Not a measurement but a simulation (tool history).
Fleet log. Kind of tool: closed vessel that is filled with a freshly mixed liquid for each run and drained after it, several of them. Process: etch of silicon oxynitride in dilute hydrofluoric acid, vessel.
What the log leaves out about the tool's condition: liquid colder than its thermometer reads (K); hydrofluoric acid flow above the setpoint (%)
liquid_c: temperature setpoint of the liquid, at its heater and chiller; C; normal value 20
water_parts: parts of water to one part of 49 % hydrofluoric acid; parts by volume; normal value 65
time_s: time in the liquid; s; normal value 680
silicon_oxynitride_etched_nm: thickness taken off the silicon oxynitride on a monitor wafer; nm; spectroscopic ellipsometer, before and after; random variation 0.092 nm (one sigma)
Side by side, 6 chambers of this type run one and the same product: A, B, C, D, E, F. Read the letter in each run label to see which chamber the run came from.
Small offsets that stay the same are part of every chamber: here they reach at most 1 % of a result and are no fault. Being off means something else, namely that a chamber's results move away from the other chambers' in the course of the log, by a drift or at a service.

run     day  liquid_c  water_parts  time_s  hours since the thermometer was replaced  hours since the hydrofluoric acid flow meter was replaced  read-back film thickness of the silicon oxynitride reference wafer, read on the same gauge (nm)  silicon_oxynitride_etched_nm
 1A   0.238        20           65     680                                     493.6                                                       72.2                                                                                           30.044                        28.077
 2C   0.617        20           65     680                                    1373.3                                                      181.7                                                                                            29.99                        28.504
 3F   1.054        20           65     680                                    1001.9                                                     1061.9                                                                                           29.979                         28.01
 4B   1.529        20           65     680                                     895.3                                                      332.8                                                                                           30.008                        28.672
      1.904  -- chamber F: hydrofluoric acid flow meter replaced
 5E   2.038        20           65     680                                    1059.8                                                     1490.8                                                                                           30.014                        28.147
 6D   2.546        20           65     680                                    2520.6                                                     1161.9                                                                                           30.044                        28.283
      2.896  -- chamber D: thermometer replaced
 7A   2.896        20           65     680                                     557.4                                                        136                                                                                           30.007                        27.994
 8C   3.438        20           65     680                                      1441                                                      249.4                                                                                           30.004                        28.623
 9F   3.888        20           65     680                                    1069.9                                                       47.6                                                                                           29.994                        28.101
10D   4.204        20           65     680                                      31.5                                                     1201.7                                                                                           30.022                        28.429
11E   4.629        20           65     680                                      1122                                                       1553                                                                                           30.015                        28.315
12B   5.175        20           65     680                                     982.8                                                      420.3                                                                                            30.01                         28.33
13D   5.567        20           65     680                                      64.2                                                     1234.4                                                                                           29.991                        28.475
14F   5.829        20           65     680                                    1116.5                                                       94.2                                                                                           29.977                        28.176
15E   6.308        20           65     680                                    1162.3                                                     1593.3                                                                                           29.968                        28.146
16B   6.562        20           65     680                                    1016.1                                                      453.6                                                                                           30.019                        28.615
17A       7        20           65     680                                     655.9                                                      234.5                                                                                           30.005                        28.095
18C   7.508        20           65     680                                    1538.7                                                      347.1                                                                                           30.045                        28.585
19E   7.962        20           65     680                                      1202                                                       1633                                                                                           30.006                        28.397
20C   8.212        20           55     305                                    1555.6                                                        364                                                                                           29.975                        15.237
21B   8.596        20           55     305                                    1064.9                                                      502.4                                                                                           29.992                        15.279
22F   9.067        20           55     305                                    1194.2                                                      171.9                                                                                           30.008                        14.934
23D   9.404        20           55     305                                     156.3                                                     1326.5                                                                                           29.991                        15.295
24A   9.858        20           55     305                                     724.5                                                      303.1                                                                                           30.013                        15.001
25C  10.367        20           55     305                                    1607.3                                                      415.7                                                                                           30.015                        15.138
26B  10.854        20           65     680                                    1119.1                                                      556.6                                                                                           30.022                        28.465
27E    11.4        20           65     680                                    1284.5                                                     1715.5                                                                                           30.014                        28.303
28A    11.9        20           65     680                                     773.5                                                      352.1                                                                                           30.007                         28.14
29D  12.371        20           65     680                                     227.5                                                     1397.7                                                                                           29.963                        29.003
30F  12.742        20           65     680                                    1282.4                                                      260.1                                                                                           30.018                        27.973
31C  13.071        20           65     680                                    1672.2                                                      480.6                                                                                           30.028                        28.519
32A  13.404        20           65     680                                     809.6                                                      388.2                                                                                           30.029                        28.051
33D  13.875        20           65     680                                     263.6                                                     1433.8                                                                                           30.014                        29.068
34F  14.142        20           65     680                                      1316                                                      293.7                                                                                            30.01                        27.887
35E  14.554        20           65     680                                    1360.2                                                     1791.2                                                                                           29.987                        28.484
36B  15.083        20           50     525                                    1220.6                                                      658.1                                                                                           29.991                        29.063

For the next run the whole fleet of 6 chambers uses the same settings. Give each chamber's results:
37A  15.479        20           65     680                                                                                                                                                                                                                                   ?
37B  15.479        20           65     680                                                                                                                                                                                                                                   ?
37C  15.479        20           65     680                                                                                                                                                                                                                                   ?
37D  15.479        20           65     680                                                                                                                                                                                                                                   ?
37E  15.479        20           65     680                                                                                                                                                                                                                                   ?
37F  15.479        20           65     680                                                                                                                                                                                                                                   ?

run  silicon_oxynitride_etched_nm
37A                        28.045
37B                        28.485
37C                        28.425
37D                        29.096
37E                        28.349
37F                        27.957
